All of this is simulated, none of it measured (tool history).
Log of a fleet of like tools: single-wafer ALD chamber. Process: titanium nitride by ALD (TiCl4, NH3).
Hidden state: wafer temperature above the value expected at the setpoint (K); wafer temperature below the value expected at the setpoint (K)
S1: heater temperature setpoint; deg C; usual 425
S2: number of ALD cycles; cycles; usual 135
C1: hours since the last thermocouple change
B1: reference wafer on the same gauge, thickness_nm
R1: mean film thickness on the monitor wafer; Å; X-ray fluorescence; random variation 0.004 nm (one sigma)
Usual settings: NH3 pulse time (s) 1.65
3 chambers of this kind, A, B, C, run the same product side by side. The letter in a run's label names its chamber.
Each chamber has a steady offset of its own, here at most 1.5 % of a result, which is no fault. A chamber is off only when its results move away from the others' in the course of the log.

{"run": "1C", "hour": 6.2, "S1": 425, "S2": 135, "NH3 pulse time (s)": 1.65, "C1": 1645.5, "B1": 2.9494, "R1": 29.507}
{"run": "2B", "hour": 9.3, "S1": 425, "S2": 135, "NH3 pulse time (s)": 1.65, "C1": 2296.6, "B1": 2.9503, "R1": 29.87}
{"run": "3A", "hour": 13.8, "S1": 425, "S2": 135, "NH3 pulse time (s)": 1.65, "C1": 61.3, "B1": 2.9488, "R1": 29.675}
{"hour": 18.0, "done": "chamber B: thermocouple changed; heater temperature recalibrated"}
{"run": "4C", "hour": 20.1, "S1": 425, "S2": 135, "NH3 pulse time (s)": 1.65, "C1": 1659.4, "B1": 2.949, "R1": 29.557}
{"run": "5A", "hour": 24.2, "S1": 425, "S2": 135, "NH3 pulse time (s)": 1.65, "C1": 71.7, "B1": 2.9493, "R1": 29.705}
{"run": "6B", "hour": 29.8, "S1": 425, "S2": 135, "NH3 pulse time (s)": 1.65, "C1": 11.9, "B1": 2.9478, "R1": 29.766}
{"run": "7C", "hour": 32.9, "S1": 425, "S2": 135, "NH3 pulse time (s)": 1.65, "C1": 1672.2, "B1": 2.9473, "R1": 29.472}
{"run": "8A", "hour": 37.5, "S1": 425, "S2": 135, "NH3 pulse time (s)": 1.65, "C1": 85, "B1": 2.9465, "R1": 29.682}
{"run": "9B", "hour": 43.6, "S1": 425, "S2": 135, "NH3 pulse time (s)": 1.65, "C1": 25.7, "B1": 2.9463, "R1": 29.771}
{"run": "10C", "hour": 47.9, "S1": 418, "S2": 135, "NH3 pulse time (s)": 1.65, "C1": 1687.2, "B1": 2.9456, "R1": 29.444}
{"run": "11B", "hour": 51.4, "S1": 418, "S2": 135, "NH3 pulse time (s)": 1.65, "C1": 33.5, "B1": 2.9457, "R1": 29.667}
{"run": "12A", "hour": 57.6, "S1": 418, "S2": 135, "NH3 pulse time (s)": 1.65, "C1": 105.1, "B1": 2.9454, "R1": 29.615}
{"run": "13B", "hour": 61.1, "S1": 425, "S2": 135, "NH3 pulse time (s)": 1.65, "C1": 43.2, "B1": 2.9447, "R1": 29.737}
{"run": "14A", "hour": 64.2, "S1": 425, "S2": 135, "NH3 pulse time (s)": 1.65, "C1": 111.7, "B1": 2.9443, "R1": 29.682}
{"run": "15C", "hour": 68.4, "S1": 425, "S2": 135, "NH3 pulse time (s)": 1.65, "C1": 1707.7, "B1": 2.9443, "R1": 29.468}
{"run": "16C", "hour": 71.4, "S1": 425, "S2": 135, "NH3 pulse time (s)": 1.65, "C1": 1710.7, "B1": 2.9444, "R1": 29.431}
{"run": "17A", "hour": 75.1, "S1": 425, "S2": 135, "NH3 pulse time (s)": 1.65, "C1": 122.6, "B1": 2.9438, "R1": 29.721}
{"run": "18B", "hour": 79.6, "S1": 425, "S2": 135, "NH3 pulse time (s)": 1.65, "C1": 61.7, "B1": 2.9439, "R1": 29.722}
{"run": "19C", "hour": 85.3, "S1": 425, "S2": 135, "NH3 pulse time (s)": 1.24, "C1": 1724.6, "B1": 2.9431, "R1": 29.231}
{"run": "20B", "hour": 90.7, "S1": 425, "S2": 135, "NH3 pulse time (s)": 1.24, "C1": 72.8, "B1": 2.9425, "R1": 29.437}
{"run": "21A", "hour": 94.1, "S1": 425, "S2": 135, "NH3 pulse time (s)": 1.24, "C1": 141.6, "B1": 2.9415, "R1": 29.442}
{"run": "22A", "hour": 97.3, "S1": 425, "S2": 135, "NH3 pulse time (s)": 1.65, "C1": 144.8, "B1": 2.9417, "R1": 29.619}
{"run": "23C", "hour": 100.3, "S1": 425, "S2": 135, "NH3 pulse time (s)": 1.65, "C1": 1739.6, "B1": 2.9421, "R1": 29.452}
{"run": "24B", "hour": 106.6, "S1": 425, "S2": 135, "NH3 pulse time (s)": 1.65, "C1": 88.7, "B1": 2.9409, "R1": 29.775}
{"run": "25B", "hour": 110.5, "S1": 425, "S2": 135, "NH3 pulse time (s)": 1.65, "C1": 92.6, "B1": 2.94, "R1": 29.693}
{"run": "26C", "hour": 114.0, "S1": 439, "S2": 135, "NH3 pulse time (s)": 1.95, "C1": 1753.3, "B1": 2.9399, "R1": 29.617}
{"hour": 116.9, "done": "chamber C: thermocouple changed; heater temperature recalibrated"}
{"run": "27A", "hour": 119.2, "S1": 439, "S2": 135, "NH3 pulse time (s)": 1.95, "C1": 166.7, "B1": 2.9406, "R1": 29.763}
{"run": "28B", "hour": 125.8, "S1": 439, "S2": 135, "NH3 pulse time (s)": 1.95, "C1": 107.9, "B1": 2.9405, "R1": 29.944}
{"run": "29A", "hour": 131.2, "S1": 425, "S2": 135, "NH3 pulse time (s)": 1.65, "C1": 178.7, "B1": 2.9387, "R1": 29.616}
{"run": "30C", "hour": 136.6, "S1": 425, "S2": 135, "NH3 pulse time (s)": 1.65, "C1": 19.7, "B1": 2.9388, "R1": 29.468}
{"run": "31B", "hour": 140.5, "S1": 425, "S2": 135, "NH3 pulse time (s)": 1.65, "C1": 122.6, "B1": 2.9383, "R1": 29.737}
{"run": "32A", "hour": 146.3, "S1": 425, "S2": 135, "NH3 pulse time (s)": 1.65, "C1": 193.8, "B1": 2.9373, "R1": 29.593}
{"run": "33C", "hour": 151.0, "S1": 425, "S2": 135, "NH3 pulse time (s)": 1.65, "C1": 34.1, "B1": 2.9365, "R1": 29.433}
{"run": "34C", "hour": 155.9, "S1": 425, "S2": 135, "NH3 pulse time (s)": 1.65, "C1": 39, "B1": 2.9366, "R1": 29.415}
{"run": "35A", "hour": 161.6, "S1": 425, "S2": 135, "NH3 pulse time (s)": 1.65, "C1": 209.1, "B1": 2.9358, "R1": 29.597}
{"run": "36B", "hour": 165.3, "S1": 425, "S2": 135, "NH3 pulse time (s)": 1.65, "C1": 147.4, "B1": 2.9367, "R1": 29.666}
{"run": "37A", "hour": 170.9, "S1": 425, "S2": 135, "NH3 pulse time (s)": 1.65, "C1": 218.4, "B1": 2.9358, "R1": 29.55}
{"run": "38B", "hour": 174.3, "S1": 425, "S2": 135, "NH3 pulse time (s)": 1.65, "C1": 156.4, "B1": 2.9356, "R1": 29.604}
{"run": "39C", "hour": 179.9, "S1": 425, "S2": 135, "NH3 pulse time (s)": 1.65, "C1": 63, "B1": 2.9348, "R1": 29.452}
{"run": "40C", "hour": 184.2, "S1": 425, "S2": 135, "NH3 pulse time (s)": 1.65, "C1": 67.3, "B1": 2.934, "R1": 29.358}

What goes on in this fleet: one chamber off, a drifting gauge, or nothing beyond the chambers' own small offsets? Name the chamber and the cause, if any.

The gauge drifts, so all chambers seem to drift together. No chamber is off.
Cause: gauge reads low (%) = 0.548.

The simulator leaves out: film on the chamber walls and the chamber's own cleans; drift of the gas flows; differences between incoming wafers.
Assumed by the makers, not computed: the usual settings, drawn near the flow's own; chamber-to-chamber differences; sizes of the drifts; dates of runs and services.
